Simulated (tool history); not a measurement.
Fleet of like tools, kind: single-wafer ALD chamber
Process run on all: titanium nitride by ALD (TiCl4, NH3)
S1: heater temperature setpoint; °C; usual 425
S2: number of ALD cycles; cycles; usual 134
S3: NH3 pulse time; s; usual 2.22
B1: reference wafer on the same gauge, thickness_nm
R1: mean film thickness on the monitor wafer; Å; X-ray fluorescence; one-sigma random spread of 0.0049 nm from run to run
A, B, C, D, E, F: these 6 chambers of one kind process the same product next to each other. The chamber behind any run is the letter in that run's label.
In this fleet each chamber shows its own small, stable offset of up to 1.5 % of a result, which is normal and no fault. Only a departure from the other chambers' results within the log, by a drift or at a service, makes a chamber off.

{"run": "1A", "hour": 7.2, "S1": 425, "S2": 134, "S3": 2.22, "B1": 3.3088, "R1": 29.522}
{"run": "2B", "hour": 13.3, "S1": 425, "S2": 134, "S3": 2.22, "B1": 3.31, "R1": 30.204}
{"run": "3D", "hour": 17.2, "S1": 425, "S2": 134, "S3": 2.22, "B1": 3.3082, "R1": 30.181}
{"run": "4E", "hour": 21.5, "S1": 425, "S2": 134, "S3": 2.22, "B1": 3.3076, "R1": 30.068}
{"run": "5F", "hour": 25.6, "S1": 431, "S2": 134, "S3": 2.51, "B1": 3.3062, "R1": 29.916}
{"run": "6C", "hour": 32.5, "S1": 431, "S2": 134, "S3": 2.51, "B1": 3.3078, "R1": 29.958}
{"run": "7F", "hour": 39.8, "S1": 431, "S2": 134, "S3": 2.51, "B1": 3.3065, "R1": 29.962}
{"run": "8B", "hour": 44.6, "S1": 431, "S2": 134, "S3": 2.51, "B1": 3.3055, "R1": 30.167}
{"run": "9A", "hour": 48.1, "S1": 431, "S2": 134, "S3": 2.51, "B1": 3.3052, "R1": 29.653}
{"run": "10C", "hour": 51.3, "S1": 431, "S2": 134, "S3": 2.51, "B1": 3.3059, "R1": 29.979}
{"run": "11E", "hour": 54.7, "S1": 425, "S2": 134, "S3": 2.22, "B1": 3.3044, "R1": 30.055}
{"run": "12D", "hour": 58.2, "S1": 425, "S2": 134, "S3": 2.22, "B1": 3.3045, "R1": 30.129}
{"run": "13A", "hour": 61.6, "S1": 425, "S2": 134, "S3": 2.22, "B1": 3.3033, "R1": 29.55}
{"run": "14E", "hour": 68.2, "S1": 425, "S2": 134, "S3": 2.22, "B1": 3.303, "R1": 30.049}
{"run": "15B", "hour": 73.6, "S1": 425, "S2": 134, "S3": 2.22, "B1": 3.302, "R1": 30.041}
{"run": "16D", "hour": 78.3, "S1": 425, "S2": 134, "S3": 2.22, "B1": 3.3019, "R1": 30.141}
{"run": "17F", "hour": 85.3, "S1": 425, "S2": 134, "S3": 2.22, "B1": 3.3022, "R1": 29.82}
{"run": "18C", "hour": 91.1, "S1": 432, "S2": 134, "S3": 2.61, "B1": 3.3004, "R1": 30.047}
{"run": "19D", "hour": 96.5, "S1": 432, "S2": 134, "S3": 2.61, "B1": 3.3014, "R1": 30.222}
{"run": "20B", "hour": 103.7, "S1": 432, "S2": 134, "S3": 2.61, "B1": 3.3001, "R1": 30.206}
{"run": "21E", "hour": 107.4, "S1": 432, "S2": 134, "S3": 2.61, "B1": 3.2986, "R1": 30.11}
{"run": "22C", "hour": 112.2, "S1": 432, "S2": 134, "S3": 2.61, "B1": 3.299, "R1": 29.895}
{"run": "23A", "hour": 117.1, "S1": 432, "S2": 134, "S3": 2.61, "B1": 3.2985, "R1": 29.629}
{"run": "24F", "hour": 122.6, "S1": 425, "S2": 134, "S3": 2.22, "B1": 3.2973, "R1": 29.781}
{"run": "25A", "hour": 127.2, "S1": 425, "S2": 134, "S3": 2.22, "B1": 3.2965, "R1": 29.384}
{"run": "26F", "hour": 131.4, "S1": 425, "S2": 134, "S3": 2.22, "B1": 3.2967, "R1": 29.862}
{"run": "27E", "hour": 138.6, "S1": 425, "S2": 134, "S3": 2.22, "B1": 3.2963, "R1": 29.957}
{"run": "28D", "hour": 145.8, "S1": 425, "S2": 134, "S3": 2.22, "B1": 3.2949, "R1": 30.121}
{"run": "29C", "hour": 152.0, "S1": 425, "S2": 134, "S3": 2.22, "B1": 3.2954, "R1": 29.862}
{"run": "30B", "hour": 155.6, "S1": 425, "S2": 134, "S3": 2.22, "B1": 3.2943, "R1": 29.939}
{"run": "31B", "hour": 161.2, "S1": 425, "S2": 134, "S3": 2.22, "B1": 3.2941, "R1": 30.033}
{"run": "32C", "hour": 168.6, "S1": 425, "S2": 134, "S3": 2.22, "B1": 3.2942, "R1": 29.841}
{"run": "33F", "hour": 172.2, "S1": 425, "S2": 134, "S3": 2.22, "B1": 3.2919, "R1": 29.838}
{"run": "34A", "hour": 179.3, "S1": 425, "S2": 134, "S3": 2.22, "B1": 3.292, "R1": 29.495}
{"run": "35D", "hour": 183.0, "S1": 418, "S2": 152, "S3": 2.22, "B1": 3.2903, "R1": 34.083}
{"run": "36E", "hour": 187.9, "S1": 418, "S2": 152, "S3": 2.22, "B1": 3.2906, "R1": 33.844}
{"run": "37B", "hour": 193.8, "S1": 418, "S2": 152, "S3": 2.22, "B1": 3.291, "R1": 33.857}
{"run": "38C", "hour": 197.3, "S1": 418, "S2": 152, "S3": 2.22, "B1": 3.2905, "R1": 33.672}
{"run": "39E", "hour": 201.4, "S1": 418, "S2": 152, "S3": 2.22, "B1": 3.2895, "R1": 33.859}
{"run": "40F", "hour": 208.0, "S1": 418, "S2": 152, "S3": 2.22, "B1": 3.2894, "R1": 33.688}
{"run": "41A", "hour": 214.5, "S1": 425, "S2": 134, "S3": 2.22, "B1": 3.2896, "R1": 29.374}

The same settings go to every chamber for the next run, one line per chamber below. Forecast the results for each:
{"run": "42A", "hour": 219.7, "S1": 438, "S2": 134, "S3": 2.22, "R1": "?"}
{"run": "42B", "hour": 219.7, "S1": 438, "S2": 134, "S3": 2.22, "R1": "?"}
{"run": "42C", "hour": 219.7, "S1": 438, "S2": 134, "S3": 2.22, "R1": "?"}
{"run": "42D", "hour": 219.7, "S1": 438, "S2": 134, "S3": 2.22, "R1": "?"}
{"run": "42E", "hour": 219.7, "S1": 438, "S2": 134, "S3": 2.22, "R1": "?"}
{"run": "42F", "hour": 219.7, "S1": 438, "S2": 134, "S3": 2.22, "R1": "?"}

run=42A R1=29.369
run=42B R1=29.959
run=42C R1=29.793
run=42D R1=30.023
run=42E R1=29.937
run=42F R1=29.668
